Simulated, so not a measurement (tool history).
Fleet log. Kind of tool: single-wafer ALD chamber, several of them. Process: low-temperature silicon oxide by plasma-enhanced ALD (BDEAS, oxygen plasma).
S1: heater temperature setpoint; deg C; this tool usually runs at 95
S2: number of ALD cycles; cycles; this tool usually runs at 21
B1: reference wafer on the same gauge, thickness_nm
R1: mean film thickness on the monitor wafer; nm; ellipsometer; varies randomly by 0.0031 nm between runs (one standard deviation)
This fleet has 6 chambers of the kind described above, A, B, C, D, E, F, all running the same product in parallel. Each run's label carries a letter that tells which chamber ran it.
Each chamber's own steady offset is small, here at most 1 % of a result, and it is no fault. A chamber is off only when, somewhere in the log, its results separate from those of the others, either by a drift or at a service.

| run | hour | S1 | S2 | B1 | R1 |
|---|---|---|---|---|---|
| 1B | 9.5 | 95 | 21 | 2.9791 | 3.0319 |
| 2F | 22.4 | 95 | 21 | 2.9794 | 3.0448 |
| 3C | 35.6 | 95 | 21 | 2.9786 | 3.0372 |
| 4A | 43.1 | 95 | 21 | 2.9790 | 3.0404 |
| 5D | 51.9 | 95 | 21 | 2.9792 | 3.0753 |
| 6E | 61.6 | 101 | 21 | 2.9783 | 2.9886 |
| 7A | 71.3 | 101 | 21 | 2.9793 | 2.9831 |
| 8E | 81.4 | 101 | 21 | 2.9779 | 2.9906 |
| 9F | 90.4 | 101 | 21 | 2.9778 | 2.9792 |
| 10B | 100.9 | 101 | 21 | 2.9776 | 2.9676 |
| 11C | 114.8 | 101 | 21 | 2.9782 | 2.9729 |
| 12D | 127.6 | 95 | 21 | 2.9767 | 3.0707 |
| 13D | 136.1 | 100 | 19 | 2.9767 | 2.7309 |
| 14C | 150.4 | 100 | 19 | 2.9764 | 2.6916 |
| 15E | 159.7 | 100 | 19 | 2.9761 | 2.7095 |
| 16B | 173.8 | 100 | 19 | 2.9761 | 2.6917 |
| 17F | 182.0 | 100 | 19 | 2.9759 | 2.7027 |
| 18A | 197.1 | 100 | 19 | 2.9749 | 2.7021 |
| 19A | 208.7 | 95 | 21 | 2.9752 | 3.0455 |
| 20E | 219.7 | 95 | 21 | 2.9749 | 3.0454 |
| 21B | 234.6 | 95 | 21 | 2.9741 | 3.0305 |
| 22D | 246.7 | 95 | 21 | 2.9739 | 3.0723 |
| 23C | 257.0 | 95 | 21 | 2.9736 | 3.0279 |
| 24F | 264.1 | 95 | 21 | 2.9734 | 3.0367 |
| 25E | 275.2 | 95 | 21 | 2.9733 | 3.0464 |
| 26D | 286.4 | 95 | 21 | 2.9731 | 3.0737 |
| 27B | 296.9 | 95 | 21 | 2.9723 | 3.0254 |
| 28F | 311.5 | 95 | 21 | 2.9724 | 3.0375 |
| 29A | 326.4 | 95 | 21 | 2.9723 | 3.0369 |
| 30C | 338.0 | 95 | 21 | 2.9716 | 3.0223 |
| 31A | 348.5 | 103 | 18 | 2.9716 | 2.5433 |
| 32C | 362.5 | 103 | 18 | 2.9712 | 2.5363 |
| 33E | 376.7 | 103 | 18 | 2.9708 | 2.5482 |
| 34D | 389.0 | 103 | 18 | 2.9717 | 2.5698 |
| 35F | 396.4 | 103 | 18 | 2.9697 | 2.5434 |
| 36B | 409.3 | 103 | 18 | 2.9696 | 2.5332 |
| 37F | 416.9 | 95 | 21 | 2.9711 | 3.0336 |
| 38A | 432.6 | 87 | 20 | 2.9704 | 2.9671 |
|  | 441.8 | chamber C: thermocouple changed; heater temperature recalibrated |
| 39B | 448.6 | 87 | 20 | 2.9690 | 2.9602 |
| 40D | 463.4 | 87 | 20 | 2.9688 | 3.0011 |
| 41E | 470.7 | 87 | 20 | 2.9684 | 2.9814 |
| 42C | 480.1 | 87 | 20 | 2.9676 | 2.9633 |
| 43A | 495.3 | 87 | 20 | 2.9683 | 2.9707 |

Read the log: is a single chamber off, either drifting away or since a service, is the gauge that measures every chamber drifting, or is nothing wrong beyond small per-chamber offsets? Name any odd chamber and what most likely caused it.

Every chamber seems to shift together because the gauge that measures them all drifts; the chambers themselves are fine.
Likeliest cause: gauge reads low (%) = 0.41.
